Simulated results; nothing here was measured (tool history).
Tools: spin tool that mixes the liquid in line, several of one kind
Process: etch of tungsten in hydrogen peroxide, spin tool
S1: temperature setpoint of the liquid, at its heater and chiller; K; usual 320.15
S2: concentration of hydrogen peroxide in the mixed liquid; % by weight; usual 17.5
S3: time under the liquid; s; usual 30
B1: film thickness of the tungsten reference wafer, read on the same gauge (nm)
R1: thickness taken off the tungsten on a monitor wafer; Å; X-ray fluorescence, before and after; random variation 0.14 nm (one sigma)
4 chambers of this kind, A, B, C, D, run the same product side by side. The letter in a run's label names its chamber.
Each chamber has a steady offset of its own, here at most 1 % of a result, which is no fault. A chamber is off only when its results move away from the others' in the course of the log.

run	hour	S1	S2	S3	B1	R1
1A	7.2	320.15	17.5	30	89.987	264.08
2C	13.9	320.15	17.5	30	90.026	266.53
# hour 14.6: chamber B: new drum of peroxide connected
3B	24.2	320.15	17.5	30	89.983	264.47
4D	37.3	320.15	17.5	30	90.002	262.88
# hour 38.3: chamber C: thermometer replaced
# hour 39.7: chamber B: peroxide flow meter replaced
5A	45.0	328.15	17.5	35	89.989	507.59
6C	54.1	328.15	17.5	35	90.003	508.10
7B	64.7	328.15	17.5	35	89.964	503.67
8D	71.2	328.15	17.5	35	89.991	507.95
9A	82.5	320.15	17.5	30	90.012	265.59
10D	90.9	320.15	17.5	30	89.961	265.88
11B	99.9	320.15	17.5	30	89.976	263.95
12C	110.9	320.15	17.5	30	90.013	267.13
13B	120.8	326.15	13.5	30	90.034	332.40
14C	130.9	326.15	13.5	30	89.970	339.43
15D	144.3	326.15	13.5	30	89.995	334.82
16A	155.6	326.15	13.5	30	89.963	340.70
17A	163.4	320.15	17.5	30	89.994	267.45
18B	170.8	320.15	17.5	30	89.994	264.73
19C	179.9	320.15	17.5	30	89.985	266.23
20D	187.5	320.15	17.5	30	89.950	265.92
# hour 189.0: chamber D: heated supply line repaired
21C	197.7	320.15	17.5	30	90.033	265.06
22B	206.9	320.15	17.5	30	89.994	262.77
23D	215.3	320.15	17.5	30	89.982	266.20
24A	228.0	320.15	17.5	30	89.991	264.82
25D	240.3	320.15	17.5	30	90.030	266.12
# hour 244.7: chamber A: new drum of peroxide connected
26B	249.9	320.15	17.5	30	90.011	265.68
27A	256.7	320.15	17.5	30	89.988	266.53
28C	264.2	320.15	17.5	30	90.019	264.61
29A	278.4	320.15	17.5	30	89.985	264.69
30C	286.0	320.15	17.5	30	90.032	266.19
31D	296.5	320.15	17.5	30	90.023	265.50
32B	309.1	320.15	17.5	30	89.983	264.14

What goes on in this fleet: one chamber off, a drifting gauge, or nothing beyond the chambers' own small offsets? Name the chamber and the cause, if any.

No chamber stands off beyond its own small offset, and the gauge holds steady.

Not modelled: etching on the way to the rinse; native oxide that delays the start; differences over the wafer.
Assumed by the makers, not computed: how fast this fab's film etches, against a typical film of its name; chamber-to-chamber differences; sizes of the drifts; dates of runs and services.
